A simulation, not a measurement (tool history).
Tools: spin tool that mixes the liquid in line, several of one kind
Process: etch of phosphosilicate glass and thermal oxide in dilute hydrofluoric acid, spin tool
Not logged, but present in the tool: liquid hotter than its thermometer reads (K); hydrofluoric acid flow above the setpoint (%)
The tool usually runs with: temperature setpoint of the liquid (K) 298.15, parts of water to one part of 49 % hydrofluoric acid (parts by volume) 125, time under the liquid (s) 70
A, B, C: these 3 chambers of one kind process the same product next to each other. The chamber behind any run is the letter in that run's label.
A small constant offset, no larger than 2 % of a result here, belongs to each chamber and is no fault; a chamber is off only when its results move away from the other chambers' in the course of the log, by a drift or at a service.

run	hour	temperature setpoint of the liquid (K)	parts of water to one part of 49 % hydrofluoric acid (parts by volume)	time under the liquid (s)	hours since the thermometer was replaced	hours since the hydrofluoric acid flow meter was replaced	read-back film thickness of the phosphosilicate glass reference wafer, read on the same gauge (nm)	read-back film thickness of the thermal oxide reference wafer, read on the same gauge (nm)	thickness taken off the phosphosilicate glass on a monitor wafer (nm)	thickness taken off the thermal oxide on a monitor wafer (nm)
1C	2.8	298.15	125	70	1018.0	1712.5	70.022	150.01	39.261	2.8357
2B	7.4	298.15	125	70	499.4	1321.1	69.957	150.00	38.353	2.8000
3A	12.4	298.15	125	70	372.6	895.9	70.025	150.01	38.912	2.8337
4B	15.5	298.15	125	70	507.5	1329.2	70.004	150.01	38.369	2.8382
5A	18.4	298.15	125	70	378.6	901.9	69.998	149.98	39.614	2.7621
6C	23.0	298.15	125	70	1038.2	1732.7	69.969	149.99	39.361	2.7878
7A	26.2	298.15	125	70	386.4	909.7	69.985	150.01	39.254	2.7856
8C	31.2	298.15	125	70	1046.4	1740.9	70.037	150.01	39.401	2.8274
9B	36.6	298.15	125	70	528.6	1350.3	69.967	149.98	38.663	2.8129
10B	42.1	298.15	125	70	534.1	1355.8	69.982	150.00	38.193	2.8662
11C	48.2	298.15	125	70	1063.4	1757.9	70.024	150.00	39.459	2.8667
# hour 52.3: chamber A: hydrofluoric acid flow meter replaced
12A	52.6	298.15	125	70	412.8	0.4	69.984	150.01	39.455	2.7367
13A	56.3	298.15	125	70	416.5	4.1	69.989	149.98	38.830	2.8012
14B	62.4	298.15	125	70	554.4	1376.1	70.021	150.01	38.435	2.7441
15C	66.3	298.15	125	70	1081.5	1776.0	69.961	150.00	39.047	2.8196
16B	72.3	298.15	125	70	564.3	1386.0	70.009	150.03	38.783	2.7648
17A	77.6	298.15	125	70	437.8	25.4	70.032	150.00	39.048	2.8028
18C	83.2	298.15	105	70	1098.4	1792.9	69.989	150.00	47.528	3.4591
19B	88.1	298.15	105	70	580.1	1401.8	70.032	149.99	46.736	3.4493
20C	93.3	298.15	105	70	1108.5	1803.0	70.013	150.01	48.107	3.4060
21A	99.3	298.15	125	90	459.5	47.1	69.989	150.00	50.143	3.5463
22A	105.3	298.15	125	90	465.5	53.1	69.943	149.99	49.852	3.6088
23B	111.2	298.15	125	90	603.2	1424.9	69.991	149.98	49.715	3.5242
24C	115.4	298.15	125	70	1130.6	1825.1	69.994	150.01	39.270	2.8487
25B	120.0	298.15	125	70	612.0	1433.7	69.983	150.00	38.439	2.7497
26A	125.6	298.15	125	70	485.8	73.4	70.005	150.00	39.233	2.7002
27C	131.6	298.15	125	70	1146.8	1841.3	69.962	150.01	39.346	2.7946
28A	135.3	298.15	125	70	495.5	83.1	70.021	150.00	38.793	2.8775
29C	139.5	298.15	125	70	1154.7	1849.2	69.991	150.02	39.003	2.9142
30B	143.6	298.15	180	100	635.6	1457.3	69.954	149.99	35.403	2.5698
31C	148.3	298.15	180	100	1163.5	1858.0	70.044	150.00	36.152	2.6585
32B	153.6	298.15	180	100	645.6	1467.3	70.033	150.01	35.565	2.6536
33A	158.7	298.15	125	70	518.9	106.5	69.981	149.99	39.195	2.8088

Each of the 3 chambers runs these same settings next. Fill in every chamber's results:
34A	163.1	298.15	125	70					?	?
34B	163.1	298.15	125	70					?	?
34C	163.1	298.15	125	70					?	?

run	thickness taken off the phosphosilicate glass on a monitor wafer (nm)	thickness taken off the thermal oxide on a monitor wafer (nm)
34A	38.613	2.8249
34B	38.438	2.7753
34C	39.438	2.7817
